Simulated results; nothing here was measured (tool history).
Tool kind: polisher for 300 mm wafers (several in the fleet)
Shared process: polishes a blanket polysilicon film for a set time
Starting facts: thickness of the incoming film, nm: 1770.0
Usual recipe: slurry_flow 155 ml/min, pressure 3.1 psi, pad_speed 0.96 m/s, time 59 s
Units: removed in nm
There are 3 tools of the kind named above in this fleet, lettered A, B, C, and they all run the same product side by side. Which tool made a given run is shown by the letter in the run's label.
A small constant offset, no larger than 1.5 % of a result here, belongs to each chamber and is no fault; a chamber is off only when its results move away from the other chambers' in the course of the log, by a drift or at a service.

| run | hour | slurry_flow | pressure | pad_speed | time | wafers polished on this pad | hours since the slurry nozzle was cleaned | hours since the head pressure was calibrated | removed |
|---|---|---|---|---|---|---|---|---|---|
|  | 2.5 | chamber C: slurry nozzle cleaned |
|  | 3.7 | chamber B: worn pad replaced by a new one |
| 1A | 6.6 | 155 | 3.1 | 0.96 | 59 | 495 | 43.8 | 812.0 | 558.81 |
| 2B | 13.1 | 155 | 3.1 | 0.96 | 59 | 65 | 154.9 | 104.2 | 567.08 |
| 3C | 16.7 | 155 | 3.1 | 0.96 | 59 | 493 | 14.3 | 464.2 | 579.99 |
| 4A | 22.5 | 155 | 3.1 | 0.96 | 59 | 605 | 59.7 | 827.9 | 566.38 |
| 5C | 25.7 | 155 | 3.1 | 0.96 | 59 | 555 | 23.3 | 473.2 | 584.95 |
|  | 26.8 | chamber A: worn pad replaced by a new one |
| 6B | 32.0 | 155 | 3.1 | 0.96 | 59 | 195 | 173.8 | 123.1 | 561.10 |
| 7C | 37.4 | 105 | 3.1 | 0.96 | 74 | 636 | 35.0 | 484.9 | 679.86 |
| 8A | 41.9 | 105 | 3.1 | 0.96 | 74 | 104 | 79.1 | 847.3 | 655.25 |
| 9B | 47.5 | 105 | 3.1 | 0.96 | 74 | 303 | 189.3 | 138.6 | 670.85 |
| 10C | 51.3 | 155 | 3.1 | 0.96 | 59 | 733 | 48.9 | 498.8 | 589.48 |
| 11B | 56.8 | 155 | 3.1 | 0.96 | 59 | 367 | 198.6 | 147.9 | 555.35 |
| 12A | 60.8 | 155 | 3.1 | 0.96 | 59 | 235 | 98.0 | 866.2 | 576.74 |
| 13B | 65.2 | 155 | 3.1 | 0.96 | 59 | 425 | 207.0 | 156.3 | 562.02 |
| 14A | 69.8 | 155 | 3.1 | 0.96 | 59 | 297 | 107.0 | 875.2 | 564.78 |
| 15C | 75.8 | 155 | 3.1 | 0.96 | 59 | 902 | 73.4 | 523.3 | 572.88 |
| 16C | 81.8 | 155 | 3.1 | 0.96 | 59 | 943 | 79.4 | 529.3 | 577.96 |
| 17A | 87.1 | 100 | 3.1 | 0.96 | 59 | 417 | 124.3 | 892.5 | 527.56 |
|  | 88.3 | chamber B: slurry nozzle cleaned |
| 18B | 92.5 | 100 | 3.1 | 0.96 | 59 | 614 | 4.2 | 183.6 | 525.81 |
| 19B | 95.9 | 100 | 3.1 | 0.96 | 59 | 637 | 7.6 | 187.0 | 517.92 |
| 20C | 101.3 | 155 | 3.1 | 0.96 | 59 | 1078 | 98.9 | 548.8 | 571.16 |
| 21A | 105.0 | 155 | 3.1 | 0.96 | 59 | 541 | 142.2 | 910.4 | 555.80 |
| 22A | 108.9 | 200 | 3.1 | 0.96 | 59 | 568 | 146.1 | 914.3 | 584.01 |
| 23C | 114.5 | 200 | 3.1 | 0.96 | 59 | 1170 | 112.1 | 562.0 | 596.97 |
| 24B | 118.0 | 200 | 3.1 | 0.96 | 59 | 790 | 29.7 | 209.1 | 579.30 |
| 25A | 124.4 | 155 | 3.1 | 0.96 | 59 | 675 | 161.6 | 929.8 | 566.52 |
| 26B | 128.9 | 110 | 3.5 | 0.96 | 59 | 866 | 40.6 | 220.0 | 595.90 |
| 27C | 135.3 | 110 | 3.5 | 0.96 | 59 | 1314 | 132.9 | 582.8 | 588.13 |
|  | 138.4 | chamber A: worn pad replaced by a new one |
| 28B | 138.9 | 110 | 3.5 | 0.96 | 59 | 935 | 50.6 | 230.0 | 598.83 |
| 29A | 142.7 | 155 | 3.1 | 1.14 | 49 | 29 | 179.9 | 948.1 | 560.54 |
| 30C | 149.3 | 155 | 3.1 | 1.14 | 49 | 1410 | 146.9 | 596.8 | 528.44 |
| 31B | 152.4 | 155 | 3.1 | 1.14 | 49 | 1028 | 64.1 | 243.5 | 554.78 |
| 32C | 156.9 | 155 | 3.1 | 0.96 | 59 | 1463 | 154.5 | 604.4 | 530.72 |
| 33A | 161.0 | 155 | 3.1 | 0.96 | 59 | 156 | 198.2 | 966.4 | 569.55 |
| 34B | 164.8 | 155 | 3.1 | 0.96 | 59 | 1114 | 76.5 | 255.9 | 556.62 |
| 35A | 167.8 | 155 | 3.1 | 0.96 | 59 | 203 | 205.0 | 973.2 | 565.78 |
| 36C | 173.4 | 155 | 3.1 | 0.96 | 59 | 1577 | 171.0 | 620.9 | 543.00 |
| 37B | 179.6 | 155 | 3.1 | 0.96 | 59 | 1216 | 91.3 | 270.7 | 550.38 |
| 38C | 182.7 | 155 | 3.1 | 0.96 | 59 | 1641 | 180.3 | 630.2 | 544.18 |
| 39A | 189.0 | 155 | 3.1 | 0.96 | 59 | 350 | 226.2 | 994.4 | 583.07 |
|  | 189.6 | chamber B: worn pad replaced by a new one |
| 40C | 193.2 | 155 | 3.1 | 0.96 | 59 | 1714 | 190.8 | 640.7 | 520.95 |
| 41B | 196.2 | 155 | 3.1 | 0.96 | 59 | 45 | 107.9 | 287.3 | 560.53 |
| 42A | 202.3 | 155 | 4.1 | 1.06 | 59 | 442 | 239.5 | 1007.7 | 804.76 |
| 43A | 208.5 | 155 | 4.1 | 1.06 | 59 | 485 | 245.7 | 1013.9 | 826.35 |
| 44B | 212.9 | 155 | 4.1 | 1.06 | 59 | 161 | 124.6 | 304.0 | 839.03 |

The same settings go to every chamber for the next run, one line per chamber below. Forecast the results for each:
| 45A | 217.8 | 155 | 2.6 | 0.96 | 59 |  |  |  | ? |
| 45B | 217.8 | 155 | 2.6 | 0.96 | 59 |  |  |  | ? |
| 45C | 217.8 | 155 | 2.6 | 0.96 | 59 |  |  |  | ? |

| run | removed |
|---|---|
| 45A | 473.15 |
| 45B | 481.10 |
| 45C | 441.70 |
